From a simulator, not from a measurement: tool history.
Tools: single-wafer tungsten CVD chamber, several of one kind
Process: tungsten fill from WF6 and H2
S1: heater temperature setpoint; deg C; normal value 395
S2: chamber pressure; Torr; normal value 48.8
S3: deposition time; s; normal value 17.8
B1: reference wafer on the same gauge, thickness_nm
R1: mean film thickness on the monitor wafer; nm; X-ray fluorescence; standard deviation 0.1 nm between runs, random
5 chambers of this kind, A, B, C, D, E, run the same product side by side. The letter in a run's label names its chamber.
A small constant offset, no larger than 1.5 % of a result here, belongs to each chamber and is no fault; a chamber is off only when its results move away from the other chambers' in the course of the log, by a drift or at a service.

{"run": "1A", "hour": 4.8, "S1": 395, "S2": 48.8, "S3": 17.8, "B1": 54.602, "R1": 58.689}
{"run": "2C", "hour": 10.7, "S1": 395, "S2": 48.8, "S3": 17.8, "B1": 54.589, "R1": 59.282}
{"run": "3B", "hour": 20.0, "S1": 395, "S2": 48.8, "S3": 17.8, "B1": 54.618, "R1": 58.556}
{"run": "4D", "hour": 26.4, "S1": 395, "S2": 48.8, "S3": 17.8, "B1": 54.614, "R1": 59.411}
{"run": "5E", "hour": 33.0, "S1": 395, "S2": 48.8, "S3": 17.8, "B1": 54.663, "R1": 59.23}
{"run": "6D", "hour": 42.5, "S1": 395, "S2": 48.8, "S3": 17.8, "B1": 54.637, "R1": 59.447}
{"run": "7A", "hour": 48.1, "S1": 386, "S2": 56.0, "S3": 17.8, "B1": 54.68, "R1": 52.866}
{"run": "8C", "hour": 56.3, "S1": 386, "S2": 56.0, "S3": 17.8, "B1": 54.691, "R1": 53.137}
{"run": "9E", "hour": 63.9, "S1": 386, "S2": 56.0, "S3": 17.8, "B1": 54.694, "R1": 53.131}
{"run": "10B", "hour": 69.8, "S1": 386, "S2": 56.0, "S3": 17.8, "B1": 54.677, "R1": 52.455}
{"run": "11C", "hour": 76.2, "S1": 386, "S2": 56.0, "S3": 17.8, "B1": 54.682, "R1": 53.242}
{"run": "12D", "hour": 84.7, "S1": 395, "S2": 48.8, "S3": 17.8, "B1": 54.719, "R1": 59.703}
{"run": "13B", "hour": 94.2, "S1": 395, "S2": 48.8, "S3": 17.8, "B1": 54.711, "R1": 58.661}
{"run": "14A", "hour": 98.7, "S1": 395, "S2": 48.8, "S3": 17.8, "B1": 54.727, "R1": 59.026}
{"run": "15E", "hour": 105.6, "S1": 395, "S2": 48.8, "S3": 17.8, "B1": 54.726, "R1": 59.281}
{"run": "16B", "hour": 113.1, "S1": 382, "S2": 48.8, "S3": 16.7, "B1": 54.748, "R1": 42.771}
{"run": "17D", "hour": 118.0, "S1": 382, "S2": 48.8, "S3": 16.7, "B1": 54.751, "R1": 43.626}
{"run": "18A", "hour": 126.2, "S1": 382, "S2": 48.8, "S3": 16.7, "B1": 54.782, "R1": 43.197}
{"run": "19E", "hour": 135.3, "S1": 382, "S2": 48.8, "S3": 16.7, "B1": 54.783, "R1": 43.416}
{"run": "20C", "hour": 141.6, "S1": 382, "S2": 48.8, "S3": 16.7, "B1": 54.785, "R1": 43.442}
{"run": "21B", "hour": 149.8, "S1": 395, "S2": 48.8, "S3": 17.8, "B1": 54.814, "R1": 58.786}
{"run": "22D", "hour": 159.2, "S1": 395, "S2": 48.8, "S3": 17.8, "B1": 54.82, "R1": 59.758}
{"run": "23A", "hour": 166.8, "S1": 395, "S2": 48.8, "S3": 17.8, "B1": 54.818, "R1": 59.255}
{"run": "24E", "hour": 172.8, "S1": 395, "S2": 38.2, "S3": 17.8, "B1": 54.843, "R1": 53.082}
{"run": "25C", "hour": 178.6, "S1": 395, "S2": 38.2, "S3": 17.8, "B1": 54.868, "R1": 52.996}
{"run": "26A", "hour": 186.2, "S1": 395, "S2": 38.2, "S3": 17.8, "B1": 54.845, "R1": 52.929}
{"run": "27E", "hour": 192.2, "S1": 395, "S2": 38.2, "S3": 17.8, "B1": 54.882, "R1": 53.118}
{"run": "28B", "hour": 198.0, "S1": 395, "S2": 38.2, "S3": 17.8, "B1": 54.875, "R1": 52.717}
{"run": "29D", "hour": 202.3, "S1": 395, "S2": 48.8, "S3": 17.8, "B1": 54.859, "R1": 59.79}
{"run": "30C", "hour": 206.5, "S1": 395, "S2": 48.8, "S3": 19.2, "B1": 54.87, "R1": 64.379}
{"run": "31D", "hour": 212.9, "S1": 395, "S2": 48.8, "S3": 19.2, "B1": 54.888, "R1": 64.394}
{"run": "32A", "hour": 222.2, "S1": 395, "S2": 48.8, "S3": 19.2, "B1": 54.905, "R1": 63.801}
{"run": "33E", "hour": 230.8, "S1": 395, "S2": 48.8, "S3": 19.2, "B1": 54.91, "R1": 64.155}
{"run": "34B", "hour": 237.1, "S1": 395, "S2": 48.8, "S3": 19.2, "B1": 54.904, "R1": 63.503}
{"run": "35C", "hour": 246.3, "S1": 404, "S2": 48.8, "S3": 15.4, "B1": 54.951, "R1": 60.362}
{"run": "36B", "hour": 251.1, "S1": 404, "S2": 48.8, "S3": 15.4, "B1": 54.925, "R1": 60.235}
{"run": "37C", "hour": 255.5, "S1": 404, "S2": 48.8, "S3": 15.4, "B1": 54.968, "R1": 60.62}
{"run": "38A", "hour": 264.8, "S1": 404, "S2": 48.8, "S3": 15.4, "B1": 54.966, "R1": 60.133}
{"run": "39E", "hour": 270.3, "S1": 404, "S2": 48.8, "S3": 15.4, "B1": 54.958, "R1": 60.67}
{"run": "40D", "hour": 276.5, "S1": 395, "S2": 48.8, "S3": 17.8, "B1": 54.961, "R1": 59.943}
{"run": "41C", "hour": 280.7, "S1": 395, "S2": 48.8, "S3": 17.8, "B1": 54.974, "R1": 59.663}

For the next run the whole fleet of 5 chambers uses the same settings. Give each chamber's results:
{"run": "42A", "hour": 287.5, "S1": 395, "S2": 48.8, "S3": 15.7, "R1": "?"}
{"run": "42B", "hour": 287.5, "S1": 395, "S2": 48.8, "S3": 15.7, "R1": "?"}
{"run": "42C", "hour": 287.5, "S1": 395, "S2": 48.8, "S3": 15.7, "R1": "?"}
{"run": "42D", "hour": 287.5, "S1": 395, "S2": 48.8, "S3": 15.7, "R1": "?"}
{"run": "42E", "hour": 287.5, "S1": 395, "S2": 48.8, "S3": 15.7, "R1": "?"}

run=42A R1=52.238
run=42B R1=52.128
run=42C R1=52.633
run=42D R1=52.787
run=42E R1=52.511

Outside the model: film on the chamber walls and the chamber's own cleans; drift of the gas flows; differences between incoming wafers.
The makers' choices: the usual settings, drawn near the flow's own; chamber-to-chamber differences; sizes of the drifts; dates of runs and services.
